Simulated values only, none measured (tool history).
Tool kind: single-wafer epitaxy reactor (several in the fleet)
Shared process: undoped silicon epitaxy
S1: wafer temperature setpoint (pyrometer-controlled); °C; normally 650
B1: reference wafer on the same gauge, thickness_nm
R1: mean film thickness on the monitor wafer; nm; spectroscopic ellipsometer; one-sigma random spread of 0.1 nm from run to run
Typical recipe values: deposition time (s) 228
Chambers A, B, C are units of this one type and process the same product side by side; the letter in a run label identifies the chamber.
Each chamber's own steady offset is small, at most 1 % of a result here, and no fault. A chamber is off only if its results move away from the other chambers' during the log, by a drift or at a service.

{"run": "1B", "hour": 10.9, "S1": 650, "deposition time (s)": 228, "B1": 40.108, "R1": 38.367}
{"run": "2C", "hour": 22.1, "S1": 650, "deposition time (s)": 228, "B1": 40.11, "R1": 38.51}
{"run": "3A", "hour": 35.1, "S1": 650, "deposition time (s)": 228, "B1": 40.118, "R1": 38.343}
{"run": "4A", "hour": 43.7, "S1": 650, "deposition time (s)": 228, "B1": 40.108, "R1": 38.265}
{"run": "5B", "hour": 52.4, "S1": 650, "deposition time (s)": 228, "B1": 40.111, "R1": 38.365}
{"run": "6C", "hour": 61.8, "S1": 650, "deposition time (s)": 228, "B1": 40.114, "R1": 38.646}
{"run": "7A", "hour": 71.2, "S1": 650, "deposition time (s)": 228, "B1": 40.129, "R1": 38.377}
{"run": "8B", "hour": 82.6, "S1": 650, "deposition time (s)": 228, "B1": 40.09, "R1": 38.472}
{"run": "9C", "hour": 91.7, "S1": 650, "deposition time (s)": 228, "B1": 40.079, "R1": 38.519}
{"run": "10B", "hour": 103.4, "S1": 650, "deposition time (s)": 228, "B1": 40.097, "R1": 38.482}
{"run": "11A", "hour": 109.6, "S1": 650, "deposition time (s)": 228, "B1": 40.112, "R1": 38.303}
{"run": "12C", "hour": 116.7, "S1": 650, "deposition time (s)": 228, "B1": 40.059, "R1": 38.684}
{"run": "13B", "hour": 126.4, "S1": 650, "deposition time (s)": 228, "B1": 40.079, "R1": 38.561}
{"run": "14A", "hour": 136.3, "S1": 650, "deposition time (s)": 228, "B1": 40.068, "R1": 38.262}
{"run": "15C", "hour": 143.6, "S1": 650, "deposition time (s)": 228, "B1": 40.107, "R1": 38.682}
{"run": "16C", "hour": 155.6, "S1": 650, "deposition time (s)": 228, "B1": 40.101, "R1": 38.729}
{"run": "17B", "hour": 165.3, "S1": 650, "deposition time (s)": 228, "B1": 40.125, "R1": 38.479}
{"run": "18A", "hour": 171.7, "S1": 636, "deposition time (s)": 269, "B1": 40.13, "R1": 33.17}
{"run": "19A", "hour": 182.4, "S1": 636, "deposition time (s)": 269, "B1": 40.094, "R1": 33.001}
{"run": "20B", "hour": 188.1, "S1": 636, "deposition time (s)": 269, "B1": 40.106, "R1": 33.087}
{"run": "21C", "hour": 198.0, "S1": 657, "deposition time (s)": 270, "B1": 40.064, "R1": 53.246}
{"run": "22C", "hour": 206.4, "S1": 657, "deposition time (s)": 270, "B1": 40.095, "R1": 53.211}
{"run": "23B", "hour": 216.5, "S1": 657, "deposition time (s)": 270, "B1": 40.074, "R1": 53.04}
{"run": "24A", "hour": 224.8, "S1": 650, "deposition time (s)": 228, "B1": 40.088, "R1": 38.269}
{"run": "25B", "hour": 237.4, "S1": 650, "deposition time (s)": 228, "B1": 40.089, "R1": 38.337}
{"hour": 238.9, "done": "chamber B: pyrometer calibrated"}
{"run": "26A", "hour": 244.9, "S1": 650, "deposition time (s)": 228, "B1": 40.099, "R1": 38.357}
{"run": "27C", "hour": 254.7, "S1": 639, "deposition time (s)": 270, "B1": 40.128, "R1": 35.672}
{"run": "28B", "hour": 263.8, "S1": 639, "deposition time (s)": 270, "B1": 40.124, "R1": 34.65}
{"run": "29A", "hour": 272.9, "S1": 639, "deposition time (s)": 270, "B1": 40.097, "R1": 35.463}
{"run": "30C", "hour": 280.6, "S1": 650, "deposition time (s)": 228, "B1": 40.082, "R1": 38.725}
{"run": "31B", "hour": 292.0, "S1": 650, "deposition time (s)": 228, "B1": 40.085, "R1": 37.621}
{"run": "32A", "hour": 300.7, "S1": 638, "deposition time (s)": 262, "B1": 40.124, "R1": 33.575}
{"run": "33C", "hour": 310.5, "S1": 638, "deposition time (s)": 262, "B1": 40.101, "R1": 33.792}
{"run": "34C", "hour": 320.2, "S1": 638, "deposition time (s)": 262, "B1": 40.127, "R1": 33.956}
{"run": "35B", "hour": 327.1, "S1": 658, "deposition time (s)": 261, "B1": 40.072, "R1": 51.285}
{"run": "36A", "hour": 339.4, "S1": 658, "deposition time (s)": 261, "B1": 40.115, "R1": 52.295}
{"run": "37A", "hour": 350.5, "S1": 658, "deposition time (s)": 261, "B1": 40.107, "R1": 52.301}
{"run": "38B", "hour": 356.4, "S1": 650, "deposition time (s)": 228, "B1": 40.082, "R1": 37.531}
{"run": "39C", "hour": 368.7, "S1": 650, "deposition time (s)": 228, "B1": 40.082, "R1": 38.716}
{"run": "40C", "hour": 376.1, "S1": 650, "deposition time (s)": 228, "B1": 40.106, "R1": 38.607}
{"run": "41B", "hour": 388.4, "S1": 650, "deposition time (s)": 228, "B1": 40.1, "R1": 37.571}
{"run": "42A", "hour": 398.6, "S1": 635, "deposition time (s)": 268, "B1": 40.102, "R1": 32.287}
{"run": "43B", "hour": 409.1, "S1": 635, "deposition time (s)": 268, "B1": 40.089, "R1": 31.428}
{"run": "44A", "hour": 418.2, "S1": 635, "deposition time (s)": 268, "B1": 40.08, "R1": 32.148}

Predict what each chamber gives when all 3 of them run the settings below next.
{"run": "45A", "hour": 427.5, "S1": 660, "deposition time (s)": 228, "R1": "?"}
{"run": "45B", "hour": 427.5, "S1": 660, "deposition time (s)": 228, "R1": "?"}
{"run": "45C", "hour": 427.5, "S1": 660, "deposition time (s)": 228, "R1": "?"}

run=45A R1=47.633
run=45B R1=46.914
run=45C R1=48.21
